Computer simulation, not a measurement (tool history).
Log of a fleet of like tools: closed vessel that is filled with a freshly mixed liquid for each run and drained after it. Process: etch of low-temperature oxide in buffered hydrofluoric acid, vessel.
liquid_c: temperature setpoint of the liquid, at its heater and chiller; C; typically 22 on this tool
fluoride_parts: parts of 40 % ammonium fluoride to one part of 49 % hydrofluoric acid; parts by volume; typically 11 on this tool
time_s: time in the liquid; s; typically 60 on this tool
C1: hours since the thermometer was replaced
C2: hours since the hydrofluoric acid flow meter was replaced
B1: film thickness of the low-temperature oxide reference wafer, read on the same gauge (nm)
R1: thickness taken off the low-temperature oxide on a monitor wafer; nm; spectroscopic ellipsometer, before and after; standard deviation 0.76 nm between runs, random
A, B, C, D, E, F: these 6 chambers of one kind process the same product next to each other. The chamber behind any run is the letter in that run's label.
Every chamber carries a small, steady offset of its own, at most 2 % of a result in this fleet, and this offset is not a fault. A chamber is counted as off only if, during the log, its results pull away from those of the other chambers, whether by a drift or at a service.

Run 1E, hour 8.6: usual settings; C1 241; C2 438.2; B1 100.01. Result: R1 114.39 nm.
Run 2F, hour 19.5: usual settings; C1 77.9; C2 882.5; B1 100.02. Result: R1 112.48 nm.
Run 3D, hour 31.7: usual settings; C1 577.7; C2 1496.2; B1 100. Result: R1 112.1 nm.
Run 4B, hour 45.5: usual settings; C1 931.4; C2 382.8; B1 99.989. Result: R1 110.9 nm.
Run 5A, hour 60: usual settings; C1 436.5; C2 554.4; B1 99.968. Result: R1 114.17 nm.
Run 6C, hour 68: usual settings but fluoride_parts 13 parts by volume; C1 263.7; C2 1102.1; B1 99.997. Result: R1 95.238 nm.
Run 7F, hour 76.9: usual settings but fluoride_parts 13 parts by volume; C1 135.3; C2 939.9; B1 99.996. Result: R1 95.312 nm.
Run 8B, hour 92.6: usual settings but fluoride_parts 13 parts by volume; C1 978.5; C2 429.9; B1 99.992. Result: R1 95.201 nm.
At hour 97.7: chamber E: hydrofluoric acid flow meter replaced.
Run 9C, hour 101.3: usual settings but fluoride_parts 13 parts by volume; C1 297; C2 1135.4; B1 100.05. Result: R1 96.943 nm.
At hour 112.7: chamber D: hydrofluoric acid flow meter replaced.
Run 10E, hour 116.9: usual settings but fluoride_parts 13 parts by volume; C1 349.3; C2 19.3; B1 100.03. Result: R1 96.518 nm.
Run 11D, hour 130.9: usual settings but fluoride_parts 13 parts by volume; C1 676.9; C2 18.2; B1 100.04. Result: R1 95.112 nm.
Run 12A, hour 142.3: usual settings; C1 518.8; C2 636.7; B1 100.03. Result: R1 114.82 nm.
Run 13E, hour 154.6: usual settings; C1 387; C2 57; B1 99.988. Result: R1 114.38 nm.
Run 14B, hour 163: usual settings; C1 1048.9; C2 500.3; B1 99.962. Result: R1 110.74 nm.
Run 15F, hour 174.2: usual settings; C1 232.6; C2 1037.2; B1 100.03. Result: R1 114.05 nm.
Run 16D, hour 189.7: usual settings; C1 735.7; C2 77; B1 100. Result: R1 111.96 nm.
Run 17A, hour 201.6: usual settings; C1 578.1; C2 696; B1 100.01. Result: R1 114.86 nm.
Run 18C, hour 210.6: usual settings; C1 406.3; C2 1244.7; B1 99.99. Result: R1 112.65 nm.
Run 19E, hour 225: usual settings; C1 457.4; C2 127.4; B1 100.04. Result: R1 113.75 nm.
Run 20D, hour 233.1: usual settings; C1 779.1; C2 120.4; B1 99.982. Result: R1 112.94 nm.
Run 21B, hour 241.7: usual settings but liquid_c 24 C; C1 1127.6; C2 579; B1 99.987. Result: R1 122.71 nm.
At hour 242.1: chamber A: hydrofluoric acid flow meter replaced.
At hour 252.9: chamber C: hydrofluoric acid flow meter replaced.
Run 22C, hour 255.6: usual settings but liquid_c 24 C; C1 451.3; C2 2.8; B1 100.05. Result: R1 127.44 nm.
Run 23F, hour 269: usual settings but liquid_c 24 C; C1 327.4; C2 1132; B1 99.981. Result: R1 124.4 nm.
Run 24A, hour 281: usual settings but liquid_c 24 C; C1 657.5; C2 38.9; B1 100.01. Result: R1 127.68 nm.
At hour 289.5: chamber B: thermometer replaced.
Run 25E, hour 294.4: usual settings but liquid_c 24 C; C1 526.8; C2 196.8; B1 99.969. Result: R1 128.1 nm.
Run 26D, hour 308.7: usual settings but liquid_c 24 C; C1 854.7; C2 196; B1 100.06. Result: R1 125.2 nm.
Run 27A, hour 323.2: usual settings; C1 699.7; C2 81.1; B1 100.04. Result: R1 114.32 nm.
Run 28B, hour 333.8: usual settings; C1 44.3; C2 671.1; B1 99.972. Result: R1 112.85 nm.
Run 29F, hour 345: usual settings; C1 403.4; C2 1208; B1 99.988. Result: R1 107.93 nm.
Run 30C, hour 358.5: usual settings but fluoride_parts 13.5 parts by volume, time_s 75 s; C1 554.2; C2 105.7; B1 99.986. Result: R1 115.08 nm.
Run 31D, hour 372: usual settings but fluoride_parts 13.5 parts by volume, time_s 75 s; C1 918; C2 259.3; B1 100.06. Result: R1 113.86 nm.
Run 32E, hour 386.9: usual settings but fluoride_parts 13.5 parts by volume, time_s 75 s; C1 619.3; C2 289.3; B1 99.946. Result: R1 116.95 nm.
Run 33F, hour 396.6: usual settings but fluoride_parts 13.5 parts by volume, time_s 75 s; C1 455; C2 1259.6; B1 100.04. Result: R1 109.77 nm.
Run 34A, hour 404.4: usual settings but fluoride_parts 13.5 parts by volume, time_s 75 s; C1 780.9; C2 162.3; B1 99.952. Result: R1 116.39 nm.
Run 35C, hour 415.3: usual settings but fluoride_parts 13.5 parts by volume, time_s 75 s; C1 611; C2 162.5; B1 99.989. Result: R1 116.52 nm.
Run 36B, hour 425.9: usual settings but fluoride_parts 15.5 parts by volume, time_s 75 s; C1 136.4; C2 763.2; B1 99.972. Result: R1 100.08 nm.
Run 37D, hour 432.8: usual settings but fluoride_parts 15.5 parts by volume, time_s 75 s; C1 978.8; C2 320.1; B1 100.03. Result: R1 100.64 nm.
Run 38C, hour 442.1: usual settings but fluoride_parts 15.5 parts by volume, time_s 75 s; C1 637.8; C2 189.3; B1 100.03. Result: R1 102.93 nm.
Run 39B, hour 454.7: usual settings but fluoride_parts 15.5 parts by volume, time_s 75 s; C1 165.2; C2 792; B1 99.994. Result: R1 100.43 nm.

Is one chamber off against the others, does the gauge drift, or is nothing wrong? If a chamber is off, say which, and what the likeliest cause is.

One chamber, F, drifts off from the rest bit by bit.
Most likely cause: hydrofluoric acid flow below the setpoint (%) = 5.73.
With only this log, it may be confused with: liquid colder than its thermometer reads (K).

Chamber F could run next with any of the 4 candidate recipes listed below; each alters the usual settings, and their results appear as question marks. Which one brings its results back in line with what the other chambers deliver on the usual settings?
Counts as in line when no further than this from what the other chambers average on the usual settings: R1 2.7 nm
Run 40F-1, hour 466: usual settings but liquid_c 23 C. Result: R1 ?.
Run 40F-2, hour 466: usual settings but liquid_c 21.5 C, fluoride_parts 12 parts by volume. Result: R1 ?.
Run 40F-3, hour 466: usual settings but liquid_c 21 C. Result: R1 ?.
Run 40F-4, hour 466: usual settings but fluoride_parts 10.5 parts by volume, time_s 65 s. Result: R1 ?.

What the other chambers average on the usual settings: R1 113.28 nm
  run      R1
40F-1  112.67
40F-2  95.085
40F-3  100.65
40F-4  120.75
40F-1 brings the chamber back in line.
